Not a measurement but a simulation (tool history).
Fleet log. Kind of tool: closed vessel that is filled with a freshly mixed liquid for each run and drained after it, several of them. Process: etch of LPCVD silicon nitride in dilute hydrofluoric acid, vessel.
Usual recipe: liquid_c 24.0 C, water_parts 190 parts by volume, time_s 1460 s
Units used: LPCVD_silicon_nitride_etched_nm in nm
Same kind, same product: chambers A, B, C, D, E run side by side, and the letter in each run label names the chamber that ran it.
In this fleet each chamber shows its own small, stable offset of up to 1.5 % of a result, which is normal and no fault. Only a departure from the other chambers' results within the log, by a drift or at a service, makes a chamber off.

run,day,liquid_c,water_parts,time_s,"read-back film thickness of the LPCVD silicon nitride reference wafer, read on the same gauge (nm)",LPCVD_silicon_nitride_etched_nm
1E,0.188,24.0,190,1460,149.99,4.0952
# day 0.546: chamber E: hydrofluoric acid flow meter replaced
2A,0.579,24.0,190,1460,149.99,3.9621
3D,0.908,24.0,190,1460,150.01,4.0161
4B,1.267,24.0,190,1460,150.00,3.9984
# day 1.467: chamber A: hydrofluoric acid flow meter replaced
5C,1.538,24.0,190,1460,150.00,4.0210
6D,1.942,24.0,190,1460,150.00,4.0447
7A,2.233,27.5,270,1460,150.00,3.5703
8C,2.417,27.5,270,1460,150.01,3.4672
9E,2.696,27.5,270,1460,150.01,3.5322
10B,3.092,27.5,270,1460,150.00,3.5686
11A,3.479,27.5,270,1460,150.00,3.5197
12C,3.812,24.0,190,1460,150.01,4.0282
13D,4.183,24.0,190,1460,150.00,4.0760
14E,4.425,24.0,190,1460,150.02,4.0437
15B,4.750,24.0,190,1460,150.01,4.0254
16C,4.971,24.0,190,1460,150.02,3.9543
17A,5.225,24.0,190,1460,149.99,4.0169
18B,5.475,24.0,190,1460,150.00,4.0314
19E,5.658,24.0,190,1460,149.97,4.0204
20D,5.858,24.0,190,1460,149.99,4.0182
21D,6.096,24.0,190,1460,150.01,4.0571
22C,6.400,24.0,190,1460,149.97,3.9079
23B,6.788,24.0,190,1460,150.01,4.0587
24A,6.971,24.0,190,1460,150.02,3.9796
25E,7.271,24.0,190,1460,150.00,4.0599
26E,7.671,20.0,120,1460,149.98,4.8759
27B,8.062,20.0,120,1460,149.99,4.8476
28A,8.262,20.0,120,1460,150.00,4.7942
29D,8.583,20.0,120,1460,150.01,4.8811
30C,8.908,20.0,120,1460,149.98,4.6479
31E,9.154,24.0,190,1460,150.01,4.1047
32B,9.367,24.0,250,2080,150.00,4.3609
33D,9.767,24.0,250,2080,150.01,4.3457
34A,10.092,24.0,250,2080,150.00,4.3374
35C,10.446,24.0,250,2080,149.98,4.1405
36B,10.629,24.0,250,2080,149.99,4.3770
37D,10.829,24.0,190,1460,150.00,4.0324
38C,11.050,24.0,190,1460,150.01,3.8118
39A,11.358,24.0,255,1460,150.03,3.0249
40E,11.562,24.0,255,1460,149.99,3.0478
41D,11.950,24.0,255,1460,150.00,3.0038
42C,12.325,24.0,255,1460,149.99,2.7904
43A,12.629,24.0,255,1460,150.02,3.0355

For the next run the whole fleet of 5 chambers uses the same settings. Give each chamber's results:
44A,12.921,24.0,190,1025,,?
44B,12.921,24.0,190,1025,,?
44C,12.921,24.0,190,1025,,?
44D,12.921,24.0,190,1025,,?
44E,12.921,24.0,190,1025,,?

run,LPCVD_silicon_nitride_etched_nm
44A,2.8492
44B,2.8524
44C,2.6437
44D,2.8208
44E,2.8365
